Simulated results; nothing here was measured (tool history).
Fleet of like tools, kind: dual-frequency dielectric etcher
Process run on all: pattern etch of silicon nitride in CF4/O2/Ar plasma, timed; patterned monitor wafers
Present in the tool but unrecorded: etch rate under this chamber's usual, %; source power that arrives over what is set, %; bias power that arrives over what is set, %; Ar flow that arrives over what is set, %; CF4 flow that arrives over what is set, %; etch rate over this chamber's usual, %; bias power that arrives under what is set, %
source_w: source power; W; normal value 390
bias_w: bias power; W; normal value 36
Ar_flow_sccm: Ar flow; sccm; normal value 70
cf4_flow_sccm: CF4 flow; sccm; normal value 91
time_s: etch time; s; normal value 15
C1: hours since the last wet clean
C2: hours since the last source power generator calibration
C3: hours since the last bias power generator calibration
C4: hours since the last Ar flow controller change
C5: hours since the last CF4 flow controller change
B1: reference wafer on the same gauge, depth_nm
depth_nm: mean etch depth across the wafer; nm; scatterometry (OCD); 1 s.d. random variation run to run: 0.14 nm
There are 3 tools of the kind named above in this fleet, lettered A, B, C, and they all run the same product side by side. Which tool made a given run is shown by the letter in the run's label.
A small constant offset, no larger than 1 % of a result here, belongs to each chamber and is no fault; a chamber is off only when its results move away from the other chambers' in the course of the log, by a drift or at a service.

Run 1C, day 0.162: usual settings; C1 78.1; C2 494.4; C3 34.8; C4 1691.0; C5 94.9; B1 23.887. Result: depth_nm 20.936 nm.
Run 2A, day 0.304: usual settings; C1 90.7; C2 2329.9; C3 77.6; C4 1312.6; C5 4515.0; B1 23.898. Result: depth_nm 20.964 nm.
Run 3B, day 0.521: usual settings; C1 262.4; C2 1091.6; C3 423.9; C4 1576.4; C5 932.0; B1 23.892. Result: depth_nm 20.791 nm.
Run 4A, day 0.758: usual settings; C1 101.6; C2 2340.8; C3 88.5; C4 1323.5; C5 4525.9; B1 23.899. Result: depth_nm 20.622 nm.
Run 5B, day 0.950: usual settings; C1 272.7; C2 1101.9; C3 434.2; C4 1586.7; C5 942.3; B1 23.900. Result: depth_nm 20.904 nm.
Run 6C, day 1.129: usual settings; C1 101.3; C2 517.6; C3 58.0; C4 1714.2; C5 118.1; B1 23.900. Result: depth_nm 20.998 nm.
Run 7B, day 1.317: usual settings; C1 281.5; C2 1110.7; C3 443.0; C4 1595.5; C5 951.1; B1 23.928. Result: depth_nm 20.694 nm.
Run 8A, day 1.454: usual settings; C1 118.3; C2 2357.5; C3 105.2; C4 1340.2; C5 4542.6; B1 23.924. Result: depth_nm 20.914 nm.
Run 9C, day 1.667: usual settings; C1 114.2; C2 530.5; C3 70.9; C4 1727.1; C5 131.0; B1 23.882. Result: depth_nm 20.989 nm.
Run 10B, day 1.917: usual settings; C1 295.9; C2 1125.1; C3 457.4; C4 1609.9; C5 965.5; B1 23.905. Result: depth_nm 20.909 nm.
Run 11A, day 2.079: usual settings; C1 133.3; C2 2372.5; C3 120.2; C4 1355.2; C5 4557.6; B1 23.878. Result: depth_nm 21.001 nm.
Run 12C, day 2.262: usual settings; C1 128.5; C2 544.8; C3 85.2; C4 1741.4; C5 145.3; B1 23.902. Result: depth_nm 20.999 nm.
Run 13B, day 2.450: usual settings; C1 308.7; C2 1137.9; C3 470.2; C4 1622.7; C5 978.3; B1 23.886. Result: depth_nm 21.020 nm.
Run 14A, day 2.638: usual settings; C1 146.7; C2 2385.9; C3 133.6; C4 1368.6; C5 4571.0; B1 23.898. Result: depth_nm 20.740 nm.
Run 15C, day 2.800: usual settings but bias_w 40 W, Ar_flow_sccm 86 sccm; C1 141.4; C2 557.7; C3 98.1; C4 1754.3; C5 158.2; B1 23.902. Result: depth_nm 21.495 nm.
Run 16B, day 3.042: usual settings but bias_w 40 W, Ar_flow_sccm 86 sccm; C1 322.9; C2 1152.1; C3 484.4; C4 1636.9; C5 992.5; B1 23.887. Result: depth_nm 21.047 nm.
Run 17A, day 3.183: usual settings but bias_w 40 W, Ar_flow_sccm 86 sccm; C1 159.8; C2 2399.0; C3 146.7; C4 1381.7; C5 4584.1; B1 23.890. Result: depth_nm 21.190 nm.
Run 18C, day 3.379: usual settings; C1 155.3; C2 571.6; C3 112.0; C4 1768.2; C5 172.1; B1 23.932. Result: depth_nm 21.266 nm.
Run 19A, day 3.525: usual settings but bias_w 41 W, Ar_flow_sccm 86 sccm; C1 168.0; C2 2407.2; C3 154.9; C4 1389.9; C5 4592.3; B1 23.895. Result: depth_nm 21.251 nm.
Run 20B, day 3.767: usual settings but bias_w 41 W, Ar_flow_sccm 86 sccm; C1 340.3; C2 1169.5; C3 501.8; C4 1654.3; C5 1009.9; B1 23.889. Result: depth_nm 21.072 nm.
Run 21C, day 3.933: usual settings but bias_w 41 W, Ar_flow_sccm 86 sccm; C1 168.6; C2 584.9; C3 125.3; C4 1781.5; C5 185.4; B1 23.893. Result: depth_nm 21.699 nm.
Run 22C, day 4.058: usual settings; C1 171.6; C2 587.9; C3 128.3; C4 1784.5; C5 188.4; B1 23.910. Result: depth_nm 21.526 nm.
Run 23A, day 4.221: usual settings; C1 184.7; C2 2423.9; C3 171.6; C4 1406.6; C5 4609.0; B1 23.881. Result: depth_nm 20.910 nm.
Run 24B, day 4.446: usual settings; C1 356.6; C2 1185.8; C3 518.1; C4 1670.6; C5 1026.2; B1 23.878. Result: depth_nm 20.655 nm.
Run 25B, day 4.617: usual settings; C1 360.7; C2 1189.9; C3 522.2; C4 1674.7; C5 1030.3; B1 23.921. Result: depth_nm 20.676 nm.
Run 26C, day 4.750: usual settings; C1 188.2; C2 604.5; C3 144.9; C4 1801.1; C5 205.0; B1 23.887. Result: depth_nm 21.515 nm.
Run 27A, day 4.950: usual settings but Ar_flow_sccm 79 sccm; C1 202.2; C2 2441.4; C3 189.1; C4 1424.1; C5 4626.5; B1 23.878. Result: depth_nm 20.750 nm.
Run 28C, day 5.158: usual settings but Ar_flow_sccm 79 sccm; C1 198.0; C2 614.3; C3 154.7; C4 1810.9; C5 214.8; B1 23.918. Result: depth_nm 21.068 nm.
Run 29A, day 5.354: usual settings but Ar_flow_sccm 79 sccm; C1 211.9; C2 2451.1; C3 198.8; C4 1433.8; C5 4636.2; B1 23.860. Result: depth_nm 20.296 nm.
Run 30B, day 5.533: usual settings; C1 382.7; C2 1211.9; C3 544.2; C4 1696.7; C5 1052.3; B1 23.884. Result: depth_nm 20.985 nm.
Run 31B, day 5.712: usual settings; C1 387.0; C2 1216.2; C3 548.5; C4 1701.0; C5 1056.6; B1 23.871. Result: depth_nm 20.894 nm.
Run 32C, day 5.900: usual settings; C1 215.8; C2 632.1; C3 172.5; C4 1828.7; C5 232.6; B1 23.883. Result: depth_nm 21.655 nm.
Run 33A, day 6.150: usual settings; C1 231.0; C2 2470.2; C3 217.9; C4 1452.9; C5 4655.3; B1 23.875. Result: depth_nm 20.900 nm.
Run 34B, day 6.404: usual settings; C1 403.6; C2 1232.8; C3 565.1; C4 1717.6; C5 1073.2; B1 23.878. Result: depth_nm 20.870 nm.
Run 35C, day 6.629: usual settings; C1 233.3; C2 649.6; C3 190.0; C4 1846.2; C5 250.1; B1 23.921. Result: depth_nm 21.694 nm.
Run 36A, day 6.862: usual settings; C1 248.1; C2 2487.3; C3 235.0; C4 1470.0; C5 4672.4; B1 23.877. Result: depth_nm 21.013 nm.
Run 37C, day 7.017: usual settings; C1 242.6; C2 658.9; C3 199.3; C4 1855.5; C5 259.4; B1 23.902. Result: depth_nm 21.695 nm.
Run 38A, day 7.183: usual settings; C1 255.8; C2 2495.0; C3 242.7; C4 1477.7; C5 4680.1; B1 23.864. Result: depth_nm 20.970 nm.

Which is it: a chamber that has drifted or been left off by a service, a gauge drift common to all chambers, or only each chamber's usual small offset? If a chamber is off, name it and its likeliest cause.

One chamber, C, drifts off from the rest bit by bit.
What lies behind it: etch rate over this chamber's usual, % = 3.78.
It could be hard to tell apart here from: source power that arrives over what is set, %.

Which of the 4 candidates below, each the usual settings with something changed and its results left as question marks, puts chamber C back in line with what the other chambers give on the usual settings?
Counts as in line when no further than this from what the other chambers average on the usual settings: depth_nm 0.470 nm
Run 39C-1, day 7.371: usual settings but cf4_flow_sccm 122 sccm. Result: depth_nm ?.
Run 39C-2, day 7.371: usual settings but bias_w 45 W. Result: depth_nm ?.
Run 39C-3, day 7.371: usual settings but time_s 14.5 s. Result: depth_nm ?.
Run 39C-4, day 7.371: usual settings but Ar_flow_sccm 89 sccm, cf4_flow_sccm 66 sccm. Result: depth_nm ?.

Average result of the remaining chambers running the usual settings: depth_nm 20.853 nm
  run  depth_nm
39C-1    22.576
39C-2    23.629
39C-3    21.112
39C-4    20.223
39C-3 brings the chamber back in line.
